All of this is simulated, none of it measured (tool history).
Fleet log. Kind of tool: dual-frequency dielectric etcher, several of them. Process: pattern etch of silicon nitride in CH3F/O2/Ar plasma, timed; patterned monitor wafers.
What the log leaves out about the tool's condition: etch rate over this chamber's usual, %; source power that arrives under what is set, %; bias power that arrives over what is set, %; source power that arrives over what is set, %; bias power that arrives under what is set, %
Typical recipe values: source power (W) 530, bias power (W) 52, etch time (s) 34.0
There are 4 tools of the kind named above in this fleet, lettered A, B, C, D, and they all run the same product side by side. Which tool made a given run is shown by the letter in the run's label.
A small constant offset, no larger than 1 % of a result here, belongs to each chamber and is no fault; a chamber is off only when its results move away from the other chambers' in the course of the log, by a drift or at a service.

run	hour	source power (W)	bias power (W)	etch time (s)	hours since the last wet clean	hours since the last source power generator calibration	hours since the last bias power generator calibration	read-back reference wafer on the same gauge, depth_nm	mean etch depth across the wafer (Å)
1B	6.9	530	52	34.0	377.7	2548.5	2713.4	27.284	237.74
2C	17.9	530	52	34.0	32.7	46.2	93.2	27.311	240.16
3D	27.7	530	52	34.0	79.7	470.9	1613.2	27.301	237.65
4A	34.5	530	52	34.0	546.3	791.9	2364.1	27.300	238.33
5C	46.3	530	52	34.0	61.1	74.6	121.6	27.293	239.12
6A	54.9	530	52	34.0	566.7	812.3	2384.5	27.327	238.23
# hour 57.3: chamber A: wet clean of the chamber
7D	66.7	530	52	34.0	118.7	509.9	1652.2	27.284	237.53
# hour 72.1: chamber B: source power generator calibrated
8B	80.0	640	52	27.0	450.8	7.9	2786.5	27.302	204.17
9D	91.4	640	52	27.0	143.4	534.6	1676.9	27.300	202.90
10B	99.3	640	52	27.0	470.1	27.2	2805.8	27.293	203.85
11C	112.2	640	52	27.0	127.0	140.5	187.5	27.301	204.40
12A	124.7	530	52	34.0	67.4	882.1	2454.3	27.306	238.31
13A	134.6	420	52	24.5	77.3	892.0	2464.2	27.292	156.58
14C	143.6	420	52	24.5	158.4	171.9	218.9	27.312	157.30
15D	156.0	420	52	24.5	208.0	599.2	1741.5	27.300	156.75
16B	168.9	420	52	24.5	539.7	96.8	2875.4	27.287	156.09
17C	179.9	530	52	34.0	194.7	208.2	255.2	27.297	238.87
18A	191.4	530	52	34.0	134.1	948.8	2521.0	27.312	239.06
19B	198.5	530	52	34.0	569.3	126.4	2905.0	27.278	237.93
20D	205.8	530	52	34.0	257.8	649.0	1791.3	27.297	238.28
21D	218.3	530	52	34.0	270.3	661.5	1803.8	27.296	237.53
# hour 223.9: chamber B: wet clean of the chamber
22B	226.1	530	52	34.0	2.2	154.0	2932.6	27.283	237.51
23A	235.0	530	52	34.0	177.7	992.4	2564.6	27.318	238.13
24C	248.0	530	52	34.0	262.8	276.3	323.3	27.326	238.79

All chambers now run identical settings, listed one chamber a line with results as question marks. What results will each chamber show?
25A	257.7	530	52	34.0					?
25B	257.7	530	52	34.0					?
25C	257.7	530	52	34.0					?
25D	257.7	530	52	34.0					?

run	mean etch depth across the wafer (Å)
25A	237.89
25B	236.19
25C	238.75
25D	237.74
